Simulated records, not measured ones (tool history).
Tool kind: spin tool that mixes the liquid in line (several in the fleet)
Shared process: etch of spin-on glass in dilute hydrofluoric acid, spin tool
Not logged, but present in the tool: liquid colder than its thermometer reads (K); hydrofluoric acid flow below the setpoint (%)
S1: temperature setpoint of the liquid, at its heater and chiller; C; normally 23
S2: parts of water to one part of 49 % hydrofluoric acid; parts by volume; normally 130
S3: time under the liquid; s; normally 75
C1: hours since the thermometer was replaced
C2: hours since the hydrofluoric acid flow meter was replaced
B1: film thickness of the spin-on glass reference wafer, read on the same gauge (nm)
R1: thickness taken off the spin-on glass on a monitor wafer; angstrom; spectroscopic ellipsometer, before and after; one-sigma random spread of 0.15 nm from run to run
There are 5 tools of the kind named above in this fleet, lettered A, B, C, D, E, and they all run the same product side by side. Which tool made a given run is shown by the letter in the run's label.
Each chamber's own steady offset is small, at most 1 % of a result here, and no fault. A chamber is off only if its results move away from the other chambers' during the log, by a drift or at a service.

Run 1B, hour 6.1: usual settings; C1 387.5; C2 206.5; B1 129.98. Result: R1 157.36 angstrom.
Run 2C, hour 10.9: usual settings; C1 1209.3; C2 667.7; B1 129.99. Result: R1 158.10 angstrom.
Run 3E, hour 14.4: usual settings; C1 523.5; C2 523.3; B1 129.98. Result: R1 156.82 angstrom.
Run 4A, hour 17.3: usual settings; C1 471.0; C2 435.4; B1 130.02. Result: R1 159.39 angstrom.
Run 5D, hour 22.7: usual settings but S3 90 s; C1 1578.5; C2 541.7; B1 130.02. Result: R1 189.70 angstrom.
Run 6B, hour 27.4: usual settings but S3 90 s; C1 408.8; C2 227.8; B1 129.97. Result: R1 187.67 angstrom.
Run 7D, hour 30.9: usual settings but S3 90 s; C1 1586.7; C2 549.9; B1 130.02. Result: R1 186.68 angstrom.
Run 8A, hour 36.8: usual settings but S3 90 s; C1 490.5; C2 454.9; B1 129.99. Result: R1 189.40 angstrom.
Run 9E, hour 42.6: usual settings but S3 90 s; C1 551.7; C2 551.5; B1 130.00. Result: R1 187.40 angstrom.
Run 10C, hour 47.8: usual settings; C1 1246.2; C2 704.6; B1 129.98. Result: R1 157.33 angstrom.
Run 11D, hour 51.4: usual settings; C1 1607.2; C2 570.4; B1 129.97. Result: R1 157.00 angstrom.
Run 12B, hour 55.3: usual settings but S2 90 parts by volume, S3 45 s; C1 436.7; C2 255.7; B1 129.99. Result: R1 144.64 angstrom.
Run 13E, hour 58.9: usual settings but S2 90 parts by volume, S3 45 s; C1 568.0; C2 567.8; B1 130.00. Result: R1 141.01 angstrom.
Run 14C, hour 64.7: usual settings but S2 90 parts by volume, S3 45 s; C1 1263.1; C2 721.5; B1 129.96. Result: R1 143.45 angstrom.
Run 15A, hour 70.5: usual settings but S2 90 parts by volume, S3 45 s; C1 524.2; C2 488.6; B1 130.00. Result: R1 144.68 angstrom.
Run 16C, hour 76.3: usual settings but S2 90 parts by volume, S3 45 s; C1 1274.7; C2 733.1; B1 130.01. Result: R1 142.85 angstrom.
Run 17A, hour 82.4: usual settings; C1 536.1; C2 500.5; B1 130.02. Result: R1 159.25 angstrom.
Run 18E, hour 87.7: usual settings; C1 596.8; C2 596.6; B1 130.03. Result: R1 155.89 angstrom.
Run 19B, hour 90.6: usual settings; C1 472.0; C2 291.0; B1 130.02. Result: R1 158.18 angstrom.
Run 20D, hour 94.4: usual settings; C1 1650.2; C2 613.4; B1 130.00. Result: R1 155.91 angstrom.
Run 21B, hour 97.4: usual settings; C1 478.8; C2 297.8; B1 129.98. Result: R1 157.94 angstrom.
Run 22A, hour 100.7: usual settings; C1 554.4; C2 518.8; B1 129.98. Result: R1 159.11 angstrom.
Run 23D, hour 103.9: usual settings; C1 1659.7; C2 622.9; B1 130.01. Result: R1 156.64 angstrom.
Run 24C, hour 107.8: usual settings; C1 1306.2; C2 764.6; B1 130.02. Result: R1 157.06 angstrom.
Run 25E, hour 112.8: usual settings; C1 621.9; C2 621.7; B1 130.00. Result: R1 156.62 angstrom.
At hour 113.1: chamber A: thermometer replaced.
Run 26D, hour 116.9: usual settings; C1 1672.7; C2 635.9; B1 129.98. Result: R1 158.60 angstrom.
Run 27A, hour 120.4: usual settings but S1 26 C, S2 105 parts by volume; C1 7.4; C2 538.5; B1 130.00. Result: R1 227.42 angstrom.
Run 28E, hour 126.2: usual settings but S1 26 C, S2 105 parts by volume; C1 635.3; C2 635.1; B1 130.01. Result: R1 221.86 angstrom.
Run 29B, hour 132.2: usual settings but S1 26 C, S2 105 parts by volume; C1 513.6; C2 332.6; B1 129.99. Result: R1 227.55 angstrom.
Run 30C, hour 136.2: usual settings but S1 26 C, S2 105 parts by volume; C1 1334.6; C2 793.0; B1 129.98. Result: R1 227.57 angstrom.
Run 31D, hour 140.7: usual settings but S1 26 C, S2 105 parts by volume; C1 1696.5; C2 659.7; B1 129.99. Result: R1 226.78 angstrom.
Run 32C, hour 146.4: usual settings; C1 1344.8; C2 803.2; B1 129.99. Result: R1 157.57 angstrom.
Run 33A, hour 149.7: usual settings but S2 80 parts by volume; C1 36.7; C2 567.8; B1 129.99. Result: R1 268.76 angstrom.
Run 34B, hour 154.9: usual settings but S2 80 parts by volume; C1 536.3; C2 355.3; B1 129.99. Result: R1 267.38 angstrom.

Predict what each chamber gives when all 5 of them run the settings below next.
Run 35A, hour 159.5: usual settings. Result: R1 ?.
Run 35B, hour 159.5: usual settings. Result: R1 ?.
Run 35C, hour 159.5: usual settings. Result: R1 ?.
Run 35D, hour 159.5: usual settings. Result: R1 ?.
Run 35E, hour 159.5: usual settings. Result: R1 ?.

run      R1
35A  158.79
35B  154.29
35C  155.54
35D  157.82
35E  155.54

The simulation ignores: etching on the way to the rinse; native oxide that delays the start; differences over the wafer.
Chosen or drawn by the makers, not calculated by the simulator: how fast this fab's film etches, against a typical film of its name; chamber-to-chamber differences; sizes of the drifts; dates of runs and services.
